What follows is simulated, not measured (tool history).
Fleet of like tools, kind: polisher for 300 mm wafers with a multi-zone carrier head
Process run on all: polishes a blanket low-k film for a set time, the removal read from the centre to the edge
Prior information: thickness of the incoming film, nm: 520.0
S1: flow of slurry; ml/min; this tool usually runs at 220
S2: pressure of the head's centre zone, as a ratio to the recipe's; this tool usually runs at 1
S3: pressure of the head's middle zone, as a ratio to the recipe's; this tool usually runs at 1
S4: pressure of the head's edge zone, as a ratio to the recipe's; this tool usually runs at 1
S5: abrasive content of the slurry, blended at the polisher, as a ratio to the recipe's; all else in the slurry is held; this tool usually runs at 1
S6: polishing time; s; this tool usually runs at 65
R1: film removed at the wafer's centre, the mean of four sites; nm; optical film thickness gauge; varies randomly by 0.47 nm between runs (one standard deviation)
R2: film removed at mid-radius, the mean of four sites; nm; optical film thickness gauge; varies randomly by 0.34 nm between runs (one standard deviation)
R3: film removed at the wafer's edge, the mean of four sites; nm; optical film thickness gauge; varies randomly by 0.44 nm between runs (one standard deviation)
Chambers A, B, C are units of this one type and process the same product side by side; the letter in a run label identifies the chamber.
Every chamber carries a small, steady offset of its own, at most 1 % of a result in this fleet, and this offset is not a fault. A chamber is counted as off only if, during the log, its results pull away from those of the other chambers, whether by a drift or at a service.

run	day	S1	S2	S3	S4	S5	S6	R1	R2	R3
# day 0.008: chamber A: centre zone pressure recalibrated
1C	0.283	220	1	1	1	1	65	31.671	31.493	32.078
2A	0.612	220	1	1	1	1	65	31.384	31.81	31.814
# day 0.779: chamber B: worn pad replaced by a new one
3B	0.833	220	1	1	1	1	65	31.338	31.733	31.949
4A	1.133	220	1	1	1	1	65	30.81	32.017	30.904
5B	1.325	185	1	1.08	1	1	65	30.404	33.621	31.153
6C	1.608	185	1	1.08	1	1	65	30.893	33.297	31.588
# day 1.662: chamber C: worn pad replaced by a new one
7B	1.871	185	1	1.08	1	1	65	30.897	32.952	30.712
# day 2.179: chamber A: worn pad replaced by a new one
8A	2.196	220	1	1	1	1	65	32.335	31.928	31.994
9C	2.462	220	1	1	1	1	65	31.356	31.821	31.562
10A	2.746	220	1	1	1	1	65	32.036	31.787	30.874
11B	3.075	220	1	1	1	1	65	31.954	31.994	32.28
# day 3.412: chamber B: worn pad replaced by a new one
12C	3.412	220	1	1	1	1	65	31.629	31.628	31.656
# day 3.617: chamber C: slurry nozzle cleaned
13B	3.688	220	1	1.04	0.9	1	65	31.699	33.058	29.606
14A	4.088	220	1	1.04	0.9	1	65	31.02	32.521	30.152
# day 4.108: chamber C: centre zone pressure recalibrated
15C	4.317	220	1	1.04	0.9	1	65	31.066	32.767	29.789
# day 4.329: chamber A: worn pad replaced by a new one
16C	4.729	220	1	1	1	1	65	30.971	31.496	32.119
17A	5.092	220	1	1	1	1	65	32.086	31.616	31.73
# day 5.229: chamber C: worn pad replaced by a new one
18B	5.425	220	1	1	1	1	65	30.99	32.177	31.639
19C	5.788	220	1	1	1	1	65	30.971	31.609	32.16
# day 5.975: chamber B: worn pad replaced by a new one
20B	6.154	220	1	1	1	1	65	31.326	32.212	32.473
# day 6.171: chamber A: edge zone pressure recalibrated
21A	6.35	220	1	1	1	1	65	30.7	30.778	31.427
22A	6.742	220	1	1	1	1	65	30.544	30.864	31.021
23C	7.008	220	1	1	1	1	65	32.132	32.158	31.898
# day 7.092: chamber A: worn pad replaced by a new one
24B	7.333	220	1	1	1	1	65	31.604	31.205	32.615
# day 7.538: chamber B: edge zone pressure recalibrated
25C	7.571	220	1	0.9	1	1.3	65	35.654	31.262	35.565
# day 7.621: chamber B: centre zone pressure recalibrated
# day 7.912: chamber C: edge zone pressure recalibrated
26B	7.95	220	1	0.9	1	1.3	65	35.818	31.961	36.3
# day 8.142: chamber C: worn pad replaced by a new one
27A	8.258	220	1	0.9	1	1.3	65	33.61	30.982	34.397
28C	8.467	220	1	1	1	1	65	31.925	31.995	32.169
# day 8.471: chamber B: worn pad replaced by a new one
29A	8.675	220	1	1	1	1	65	30.075	30.648	31.621
# day 8.871: chamber B: slurry nozzle cleaned
30B	9.004	220	1	1	1	1	65	31.082	32.297	31.843
31C	9.217	220	1	1	1	1	65	32.014	31.297	32.214
32B	9.512	220	0.95	1	1	1	65	29.618	31.546	31.62
# day 9.658: chamber A: worn pad replaced by a new one
33A	9.833	220	0.95	1	1	1	65	27.613	30.261	30.435
34A	10.104	220	0.95	1	1	1	65	28.069	29.853	29.955
35B	10.429	220	1	1	1	1	65	32	31.659	30.971
36C	10.85	220	1	1	1	1	65	32.442	31.596	31.865
37C	11.217	220	1	1	1	1	65	32.161	32.406	31.53

Has any chamber moved away from the others, gradually or after a service, or does the common gauge drift, or do the chambers differ only by their own small steady offsets? State the chamber and the most likely cause if one applies.

Little by little, chamber A moves away from the other chambers.
Cause: slurry flow missing at the pad, % = 40.1.

Below are 4 candidate recipes for chamber A's next run, each the usual settings with a change, their results shown as question marks. Which of them brings A's results back in line with what the other chambers give on the usual settings?
In line here means within this much of the mean the other chambers give on the usual settings: R1 1.6 nm; R2 1.2 nm; R3 1.5 nm
38A-1	11.517	220	0.99	1	1	1	64	?	?	?
38A-2	11.517	215	0.98	0.99	1.02	1	61	?	?	?
38A-3	11.517	230	1.02	1.01	0.98	1	70	?	?	?
38A-4	11.517	220	1.01	1	1	1	66	?	?	?

Mean of the other chambers on the usual settings: R1 31.733 nm; R2 31.664 nm; R3 31.788 nm
run	R1	R2	R3
38A-1	27.818	28.505	29.488
38A-2	26.073	26.792	28.308
38A-3	31.772	31.743	32.114
38A-4	29.327	29.392	30.409
Change 38A-3 lands the chamber within the allowed miss of the other chambers.
